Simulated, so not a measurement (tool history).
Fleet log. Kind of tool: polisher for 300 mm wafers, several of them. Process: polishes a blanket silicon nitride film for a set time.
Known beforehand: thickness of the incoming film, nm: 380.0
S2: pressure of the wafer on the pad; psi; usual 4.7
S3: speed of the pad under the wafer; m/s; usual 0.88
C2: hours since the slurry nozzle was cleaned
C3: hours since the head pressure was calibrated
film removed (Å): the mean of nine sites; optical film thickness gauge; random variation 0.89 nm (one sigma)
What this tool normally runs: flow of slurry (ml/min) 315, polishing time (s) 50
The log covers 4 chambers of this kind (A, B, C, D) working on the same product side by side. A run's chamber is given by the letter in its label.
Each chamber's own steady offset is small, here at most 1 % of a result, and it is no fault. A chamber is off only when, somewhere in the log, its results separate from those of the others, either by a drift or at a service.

At hour 7.3: chamber A: worn pad replaced by a new one.
At hour 8.8: chamber D: worn pad replaced by a new one.
Run 1C, hour 9.7: usual settings; wafers polished on this pad 141; C2 212.3; C3 683.8. Result: film removed (Å) 890.74.
At hour 10.1: chamber B: worn pad replaced by a new one.
Run 2B, hour 20.4: usual settings; wafers polished on this pad 116; C2 424.3; C3 127.4. Result: film removed (Å) 890.82.
Run 3A, hour 31.1: usual settings; wafers polished on this pad 269; C2 569.2; C3 143.3. Result: film removed (Å) 884.56.
Run 4D, hour 43.7: usual settings; wafers polished on this pad 393; C2 138.6; C3 1084.9. Result: film removed (Å) 872.47.
Run 5B, hour 53.5: usual settings but polishing time (s) 61; wafers polished on this pad 489; C2 457.4; C3 160.5. Result: film removed (Å) 1092.50.
Run 6C, hour 62.7: usual settings but polishing time (s) 61; wafers polished on this pad 738; C2 265.3; C3 736.8. Result: film removed (Å) 1090.60.
Run 7D, hour 74.5: usual settings but polishing time (s) 61; wafers polished on this pad 740; C2 169.4; C3 1115.7. Result: film removed (Å) 1070.70.
Run 8A, hour 84.5: usual settings but polishing time (s) 61; wafers polished on this pad 870; C2 622.6; C3 196.7. Result: film removed (Å) 1075.80.
At hour 92.0: chamber A: worn pad replaced by a new one.
Run 9C, hour 93.2: usual settings; wafers polished on this pad 1081; C2 295.8; C3 767.3. Result: film removed (Å) 897.40.
At hour 94.1: chamber B: worn pad replaced by a new one.
At hour 96.5: chamber C: worn pad replaced by a new one.
Run 10B, hour 102.6: usual settings; wafers polished on this pad 96; C2 506.5; C3 209.6. Result: film removed (Å) 878.20.
At hour 106.7: chamber D: worn pad replaced by a new one.
Run 11D, hour 117.2: usual settings; wafers polished on this pad 118; C2 212.1; C3 1158.4. Result: film removed (Å) 867.47.
At hour 127.1: chamber B: slurry nozzle cleaned.
Run 12A, hour 129.3: usual settings; wafers polished on this pad 420; C2 667.4; C3 241.5. Result: film removed (Å) 890.12.
Run 13A, hour 139.2: usual settings; wafers polished on this pad 532; C2 677.3; C3 251.4. Result: film removed (Å) 881.67.
At hour 139.6: chamber D: slurry nozzle cleaned.
Run 14C, hour 147.0: usual settings; wafers polished on this pad 569; C2 349.6; C3 821.1. Result: film removed (Å) 890.01.
Run 15B, hour 153.6: usual settings; wafers polished on this pad 671; C2 26.5; C3 260.6. Result: film removed (Å) 883.42.
Run 16D, hour 168.3: usual settings but S2 5.4 psi; wafers polished on this pad 694; C2 28.8; C3 1209.5. Result: film removed (Å) 1011.00.
At hour 177.9: chamber B: worn pad replaced by a new one.
Run 17A, hour 180.2: usual settings but S2 5.4 psi; wafers polished on this pad 994; C2 718.3; C3 292.4. Result: film removed (Å) 1000.20.
At hour 184.0: chamber C: worn pad replaced by a new one.
At hour 184.1: chamber A: slurry nozzle cleaned.
At hour 186.2: chamber A: worn pad replaced by a new one.
Run 18D, hour 188.6: usual settings but S2 5.4 psi; wafers polished on this pad 923; C2 49.1; C3 1229.8. Result: film removed (Å) 1006.80.
At hour 189.1: chamber D: worn pad replaced by a new one.
Run 19C, hour 196.3: usual settings but S2 5.4 psi; wafers polished on this pad 138; C2 398.9; C3 870.4. Result: film removed (Å) 1039.30.
Run 20B, hour 209.3: usual settings; wafers polished on this pad 354; C2 82.2; C3 316.3. Result: film removed (Å) 883.31.
Run 21B, hour 218.2: usual settings but S3 0.74 m/s; wafers polished on this pad 454; C2 91.1; C3 325.2. Result: film removed (Å) 774.00.
Run 22D, hour 231.6: usual settings but S3 0.74 m/s; wafers polished on this pad 479; C2 92.1; C3 1272.8. Result: film removed (Å) 754.51.
Run 23C, hour 238.7: usual settings but S3 0.74 m/s; wafers polished on this pad 616; C2 441.3; C3 912.8. Result: film removed (Å) 785.13.
Run 24A, hour 247.2: usual settings but S3 0.74 m/s; wafers polished on this pad 687; C2 63.2; C3 359.4. Result: film removed (Å) 765.33.
At hour 255.9: chamber B: worn pad replaced by a new one.
Run 25B, hour 262.3: usual settings; wafers polished on this pad 73; C2 135.2; C3 369.3. Result: film removed (Å) 888.95.
Run 26D, hour 269.2: usual settings but flow of slurry (ml/min) 255, S3 0.66 m/s; wafers polished on this pad 903; C2 129.7; C3 1310.4. Result: film removed (Å) 673.54.
At hour 271.7: chamber C: worn pad replaced by a new one.
Run 27A, hour 276.5: usual settings but flow of slurry (ml/min) 255, S3 0.66 m/s; wafers polished on this pad 1017; C2 92.5; C3 388.7. Result: film removed (Å) 693.44.
At hour 277.3: chamber A: worn pad replaced by a new one.
At hour 281.0: chamber A: head pressure recalibrated.
At hour 283.2: chamber D: worn pad replaced by a new one.
Run 28C, hour 284.4: usual settings but flow of slurry (ml/min) 255, S3 0.66 m/s; wafers polished on this pad 143; C2 487.0; C3 958.5. Result: film removed (Å) 694.33.
Run 29A, hour 297.2: usual settings but flow of slurry (ml/min) 255, S3 0.66 m/s; wafers polished on this pad 225; C2 113.2; C3 16.3. Result: film removed (Å) 773.51.
Run 30B, hour 306.6: usual settings; wafers polished on this pad 572; C2 179.5; C3 413.6. Result: film removed (Å) 859.07.
Run 31C, hour 319.3: usual settings; wafers polished on this pad 536; C2 521.9; C3 993.4. Result: film removed (Å) 870.61.
Run 32D, hour 330.8: usual settings; wafers polished on this pad 536; C2 191.3; C3 1372.0. Result: film removed (Å) 849.62.
At hour 336.9: chamber B: worn pad replaced by a new one.
Run 33D, hour 339.6: usual settings; wafers polished on this pad 635; C2 200.1; C3 1380.8. Result: film removed (Å) 869.47.
At hour 346.7: chamber C: worn pad replaced by a new one.
At hour 353.4: chamber A: worn pad replaced by a new one.
Run 34B, hour 354.8: usual settings; wafers polished on this pad 201; C2 227.7; C3 461.8. Result: film removed (Å) 876.78.
Run 35A, hour 366.9: usual settings; wafers polished on this pad 152; C2 182.9; C3 86.0. Result: film removed (Å) 993.93.
At hour 375.0: chamber D: worn pad replaced by a new one.
Run 36C, hour 375.7: usual settings; wafers polished on this pad 327; C2 578.3; C3 1049.8. Result: film removed (Å) 887.02.
Run 37C, hour 387.9: usual settings; wafers polished on this pad 464; C2 590.5; C3 1062.0. Result: film removed (Å) 890.56.
Run 38A, hour 397.2: usual settings; wafers polished on this pad 493; C2 213.2; C3 116.3. Result: film removed (Å) 982.21.
Run 39B, hour 410.9: usual settings but S3 1.04 m/s, polishing time (s) 35; wafers polished on this pad 833; C2 283.8; C3 517.9. Result: film removed (Å) 703.37.
At hour 416.3: chamber D: slurry nozzle cleaned.
Run 40D, hour 423.0: usual settings but S3 1.04 m/s, polishing time (s) 35; wafers polished on this pad 541; C2 6.8; C3 1464.2. Result: film removed (Å) 697.35.
Run 41C, hour 435.0: usual settings but S3 1.04 m/s, polishing time (s) 35; wafers polished on this pad 995; C2 637.6; C3 1109.1. Result: film removed (Å) 710.16.

All 4 chambers run these settings next. Forecast each chamber's results:
Run 42A, hour 445.9: usual settings but S3 1.02 m/s. Result: film removed (Å) ?.
Run 42B, hour 445.9: usual settings but S3 1.02 m/s. Result: film removed (Å) ?.
Run 42C, hour 445.9: usual settings but S3 1.02 m/s. Result: film removed (Å) ?.
Run 42D, hour 445.9: usual settings but S3 1.02 m/s. Result: film removed (Å) ?.

run  film removed (Å)
42A           1123.90
42B           1009.70
42C            987.93
42D            973.26
